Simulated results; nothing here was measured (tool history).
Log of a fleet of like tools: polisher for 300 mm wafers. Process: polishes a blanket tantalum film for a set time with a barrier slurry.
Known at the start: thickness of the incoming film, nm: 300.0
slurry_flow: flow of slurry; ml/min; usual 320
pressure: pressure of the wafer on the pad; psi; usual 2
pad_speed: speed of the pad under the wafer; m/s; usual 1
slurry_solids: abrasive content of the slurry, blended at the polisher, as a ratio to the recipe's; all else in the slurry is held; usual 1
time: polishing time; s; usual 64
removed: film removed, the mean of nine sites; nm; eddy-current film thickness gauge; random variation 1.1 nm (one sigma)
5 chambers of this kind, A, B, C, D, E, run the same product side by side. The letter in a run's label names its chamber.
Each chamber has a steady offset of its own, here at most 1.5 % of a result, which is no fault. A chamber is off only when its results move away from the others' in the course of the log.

run,hour,slurry_flow,pressure,pad_speed,slurry_solids,time,wafers polished on this pad,hours since the slurry nozzle was cleaned,hours since the head pressure was calibrated,hours since the slurry blender was calibrated,removed
# hour 10.8: chamber A: slurry blender recalibrated
1B,14.1,320,2,1,1,64,306,584.0,841.1,34.7,117.39
2D,22.1,320,2,1,1,64,956,414.4,546.5,199.0,115.44
# hour 25.0: chamber B: slurry nozzle cleaned
# hour 28.0: chamber E: worn pad replaced by a new one
3A,32.9,320,2,1,1,64,624,46.8,595.9,22.1,118.82
4E,45.9,320,2,1,1,64,145,250.6,107.8,154.8,117.35
# hour 48.6: chamber D: worn pad replaced by a new one
# hour 49.5: chamber A: worn pad replaced by a new one
5C,59.8,320,2,1,1,64,1030,166.9,455.7,145.9,117.77
6B,73.9,320,2,1,1,64,789,49.0,900.9,94.5,117.18
# hour 80.0: chamber C: worn pad replaced by a new one
7D,85.2,320,2,1,1,64,296,477.5,609.6,262.1,119.21
8E,93.2,320,2,1,1,64,528,297.9,155.1,202.1,117.85
9A,100.8,320,2,1,1,64,415,114.7,663.8,90.0,118.36
10C,114.0,320,2,1,1,64,275,221.1,509.9,200.1,119.74
# hour 122.7: chamber A: worn pad replaced by a new one
11C,124.8,320,2,1,1,64,362,231.9,520.7,210.9,117.59
# hour 126.5: chamber B: worn pad replaced by a new one
12A,137.4,320,2,1,1,64,119,151.3,700.4,126.6,117.15
# hour 142.4: chamber E: worn pad replaced by a new one
13B,148.4,320,2,1,1,64,177,123.5,975.4,169.0,117.26
14D,154.8,320,2,1,1,64,859,547.1,679.2,331.7,116.94
# hour 158.6: chamber D: head pressure recalibrated
# hour 159.3: chamber D: worn pad replaced by a new one
15E,161.7,320,2,1,1,64,156,366.4,223.6,270.6,117.79
16E,170.8,320,2,1,1,64,229,375.5,232.7,279.7,117.84
17C,180.9,320,2,1,1,64,816,288.0,576.8,267.0,118.88
18A,194.9,320,2,1,1,64,584,208.8,757.9,184.1,115.45
19B,202.5,320,2,1,1,64,615,177.6,1029.5,223.1,114.37
# hour 211.2: chamber A: worn pad replaced by a new one
20D,216.2,320,2,1,1,64,461,608.5,57.7,393.1,120.05
# hour 218.9: chamber C: worn pad replaced by a new one
21B,229.9,320,2,1,1,64,837,205.0,1056.9,250.5,116.56
# hour 232.6: chamber A: slurry blender recalibrated
22E,238.3,320,2,1,1,64,776,443.0,300.2,347.2,118.22
23C,246.6,320,2,1,1,64,224,353.7,642.5,332.7,118.01
# hour 247.1: chamber D: slurry nozzle cleaned
24A,256.0,320,2,1,1,64,362,269.9,819.0,23.5,117.44
# hour 262.1: chamber B: worn pad replaced by a new one
25D,267.6,320,2,1,1,64,877,20.6,109.1,444.5,118.94
# hour 270.8: chamber E: worn pad replaced by a new one
# hour 275.4: chamber D: worn pad replaced by a new one
# hour 278.9: chamber C: slurry blender recalibrated
26E,279.2,320,2,1,1,64,68,483.9,341.1,388.1,118.69
# hour 284.3: chamber D: slurry blender recalibrated
# hour 288.4: chamber C: head pressure recalibrated
27A,293.0,320,2,1,1,64,662,306.9,856.0,60.5,116.11
28B,299.6,320,2,1,1,64,303,274.7,1126.6,320.2,113.11
# hour 303.5: chamber E: slurry blender recalibrated
# hour 305.3: chamber A: worn pad replaced by a new one
29D,313.2,320,2,1,1,64,306,66.2,154.7,29.0,118.87
30C,323.9,320,2,1,1,64,850,431.0,35.6,45.0,120.71
31A,330.7,320,2,1,1,64,206,344.6,893.7,98.2,117.05
# hour 332.9: chamber C: worn pad replaced by a new one
32C,341.9,320,2,1,1,64,73,449.0,53.6,63.0,116.62
33D,355.1,320,2,1,1,64,645,108.1,196.6,70.9,118.57
34B,364.0,320,2,1,1,64,825,339.1,1191.0,384.6,108.31
35E,374.5,320,2,1,1,64,840,579.2,436.4,71.0,118.66
36D,382.1,320,2,1,1,64,864,135.1,223.6,97.9,117.79

Is one chamber off against the others, does the gauge drift, or is nothing wrong? If a chamber is off, say which, and what the likeliest cause is.

Chamber B drifts away from the others.
Cause: abrasive missing from the slurry, % = 21.7.
The log may not tell that from: head's pressure below its setpoint, %.

Here are 4 candidates for chamber B's next run, each the usual settings with a change, their results left as question marks. Which one brings its results back in line with what the others give on the usual settings?
In line means no further than this from the other chambers' mean on the usual settings: removed 3.90 nm
37B-1,392.3,320,2,0.98,1.00,64,,,,,?
37B-2,392.3,320,2,0.96,1.00,62,,,,,?
37B-3,392.3,345,2,1.00,1.25,64,,,,,?
37B-4,392.3,320,2,1.00,1.00,65,,,,,?

The other chambers' mean on the usual settings: removed 118.32 nm
run,removed
37B-1,107.01
37B-2,101.57
37B-3,117.74
37B-4,110.87
37B-3 brings the chamber back in line.
